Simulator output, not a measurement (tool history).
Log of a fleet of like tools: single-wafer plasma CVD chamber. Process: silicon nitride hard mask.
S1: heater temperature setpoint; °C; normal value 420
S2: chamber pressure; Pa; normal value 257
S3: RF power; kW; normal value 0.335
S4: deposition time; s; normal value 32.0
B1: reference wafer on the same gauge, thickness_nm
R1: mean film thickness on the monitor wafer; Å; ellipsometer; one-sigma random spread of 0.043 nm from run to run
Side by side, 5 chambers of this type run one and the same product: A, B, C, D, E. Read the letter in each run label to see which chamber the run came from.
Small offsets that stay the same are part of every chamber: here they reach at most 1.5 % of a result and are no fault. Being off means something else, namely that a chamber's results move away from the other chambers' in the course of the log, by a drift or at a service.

run	day	S1	S2	S3	S4	B1	R1
1D	0.396	420	257	0.335	32.0	38.800	413.76
# day 0.562: chamber E: thermocouple changed; heater temperature recalibrated
2E	0.808	420	257	0.335	32.0	38.812	415.22
3A	1.188	420	257	0.335	32.0	38.806	413.27
4C	1.779	420	257	0.335	32.0	38.819	418.62
5B	2.083	420	257	0.335	32.0	38.810	419.60
6E	2.617	420	257	0.335	32.0	38.822	415.68
7A	3.046	420	257	0.335	32.0	38.820	412.63
8B	3.412	420	257	0.335	32.0	38.828	419.73
9D	3.808	420	257	0.335	32.0	38.844	413.09
10C	4.150	420	257	0.335	32.0	38.826	418.31
11C	4.475	420	257	0.335	32.0	38.842	418.69
12B	4.938	420	257	0.335	32.0	38.853	420.36
13A	5.442	420	257	0.335	32.0	38.850	413.43
14D	5.817	420	257	0.335	32.0	38.847	414.44
15E	6.275	420	257	0.335	32.0	38.847	416.68
16D	6.642	420	299	0.335	32.0	38.853	430.84
17B	7.117	420	299	0.335	32.0	38.857	436.46
18C	7.550	420	299	0.335	32.0	38.858	436.10
19A	8.004	420	299	0.335	32.0	38.868	429.49
20E	8.388	420	299	0.335	32.0	38.872	433.26
21D	8.708	420	257	0.335	32.0	38.873	414.05
22E	9.050	420	257	0.335	32.0	38.872	417.44
# day 9.662: chamber C: thermocouple changed; heater temperature recalibrated
23C	9.683	420	257	0.335	32.0	38.883	419.52
# day 9.979: chamber B: RF generator calibrated
24A	10.058	420	257	0.335	32.0	38.878	414.23
# day 10.383: chamber B: capacitance manometer re-zeroed and calibrated
25B	10.612	420	257	0.335	32.0	38.879	419.87
26D	11.188	420	257	0.335	32.0	38.898	415.23
27A	11.529	420	257	0.335	32.0	38.900	414.34
28B	11.929	420	257	0.335	32.0	38.894	420.30
29E	12.500	420	257	0.335	32.0	38.903	416.62
30C	12.942	420	257	0.335	32.0	38.909	419.27
31E	13.250	420	257	0.335	32.0	38.909	416.95
32A	13.729	420	257	0.335	32.0	38.915	413.57
33D	14.083	420	295	0.335	35.6	38.915	479.19
34B	14.458	420	295	0.335	35.6	38.921	484.74
35C	14.792	420	295	0.335	35.6	38.922	483.72
36A	15.146	420	295	0.335	35.6	38.925	477.72
37C	15.550	420	295	0.335	35.6	38.938	484.57
38B	15.975	420	305	0.285	32.0	38.928	396.01
39E	16.558	420	305	0.285	32.0	38.939	391.63
40D	17.162	420	305	0.285	32.0	38.940	390.20
41A	17.667	420	305	0.285	32.0	38.952	389.43
42C	18.238	420	305	0.285	32.0	38.955	395.10
43B	18.654	420	257	0.335	32.0	38.942	420.61
44E	19.042	420	257	0.335	32.0	38.965	417.07

Does one chamber stand apart from the rest, does the shared gauge drift, or is all well apart from small per-chamber offsets? Give the chamber and the most likely cause, where there is one.

No chamber is off; the gauge reading every chamber's wafers drifts, which makes the whole fleet appear to move together.
Cause: gauge reads high (%) = 0.427.
